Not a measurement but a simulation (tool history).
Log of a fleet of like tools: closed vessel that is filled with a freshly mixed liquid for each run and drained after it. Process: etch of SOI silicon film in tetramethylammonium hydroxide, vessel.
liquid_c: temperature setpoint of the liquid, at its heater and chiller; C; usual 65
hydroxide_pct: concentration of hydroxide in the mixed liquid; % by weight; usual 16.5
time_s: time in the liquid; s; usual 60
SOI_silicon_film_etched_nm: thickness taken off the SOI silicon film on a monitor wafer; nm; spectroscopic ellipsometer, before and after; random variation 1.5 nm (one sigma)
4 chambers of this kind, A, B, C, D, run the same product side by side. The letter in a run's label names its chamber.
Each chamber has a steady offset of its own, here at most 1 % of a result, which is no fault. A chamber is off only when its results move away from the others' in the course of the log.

run	hour	liquid_c	hydroxide_pct	time_s	hours since the thermometer was replaced	hours since the hydroxide flow meter was replaced	read-back film thickness of the SOI silicon film reference wafer, read on the same gauge (nm)	SOI_silicon_film_etched_nm
1D	3.9	65	16.5	60	98.3	532.8	110.01	268.29
2C	10	65	16.5	60	477.8	1745.6	110.01	273.4
3B	17.6	65	16.5	60	1101.3	1313	109.98	269.82
4A	22.9	65	16.5	60	310.5	783.5	109.98	271.9
5A	27	65	16.5	60	314.6	787.6	110	271.45
6B	32.1	65	16.5	60	1115.8	1327.5	110	271.97
7C	39.6	65	16.5	60	507.4	1775.2	110.05	272.15
8D	46.2	65	16.5	60	140.6	575.1	109.99	267.49
9A	52.7	65	16.5	60	340.3	813.3	109.95	271.69
10B	58	65	16.5	60	1141.7	1353.4	110.04	267.51
11D	62.5	65	16.5	60	156.9	591.4	109.99	270.16
12C	69.4	65	12	75	537.2	1805	110.04	387.77
13A	77.2	65	12	75	364.8	837.8	110.01	388.73
14C	82.3	65	12	75	550.1	1817.9	110.01	388.28
15D	87.7	65	12	75	182.1	616.6	110	387.87
16B	94	65	16.5	60	1177.7	1389.4	109.96	268.82
17A	101.8	65	16.5	60	389.4	862.4	109.96	274.29
18C	106.3	65	16.5	60	574.1	1841.9	109.99	270.06
19B	113.7	65	16.5	60	1197.4	1409.1	109.98	270.68
20D	120	65	16.5	60	214.4	648.9	109.98	267.86
21B	125.3	65	16.5	60	1209	1420.7	109.98	270.28
22C	132.5	65	16.5	60	600.3	1868.1	109.99	268.53
23D	137.5	67.5	16.5	60	231.9	666.4	109.98	311.49
24A	142.7	67.5	16.5	60	430.3	903.3	110	328.18
25B	150.2	67.5	16.5	60	1233.9	1445.6	109.97	312.69
26A	157.8	67.5	16.5	60	445.4	918.4	109.99	326.92
# hour 161: chamber D: hydroxide flow meter replaced
27C	163.2	65	16.5	60	631	1898.8	110.01	269.53
28D	168.8	65	13	90	263.2	7.9	109.99	446.15
29A	172.4	65	13	90	460	933	109.99	470.52
30D	179.2	65	13	90	273.6	18.3	110.02	449.66
31B	185.4	65	13	90	1269.1	1480.8	109.96	446.5
32C	191.8	65	16.5	60	659.6	1927.4	109.98	270.14
# hour 192.4: chamber A: hydroxide flow meter replaced
33A	197.6	65	16.5	60	485.2	5.2	110	286.29
34B	203.7	65	16.5	60	1287.4	1499.1	110.03	268.39
35C	209.7	65	16.5	60	677.5	1945.3	110.04	266.45
36D	215.3	65	16.5	60	309.7	54.4	109.95	267.67
# hour 216.4: chamber B: thermometer replaced
37C	221.6	65	16.5	80	689.4	1957.2	110.02	357.57
38B	225	65	16.5	80	8.7	1520.4	109.99	361.05
39A	230.8	65	16.5	80	518.4	38.4	110.01	390.16
40D	234.7	65	16.5	80	329.1	73.8	110.02	356.82
41A	241.9	69	16.5	60	529.5	49.5	109.94	369.04
42B	246.1	69	16.5	60	29.8	1541.5	109.99	340.86

Next, every chamber runs the same settings. What will each give?
43A	251.8	65	16.5	60				?
43B	251.8	65	16.5	60				?
43C	251.8	65	16.5	60				?
43D	251.8	65	16.5	60				?

run	SOI_silicon_film_etched_nm
43A	297.44
43B	270.1
43C	270.91
43D	266.21
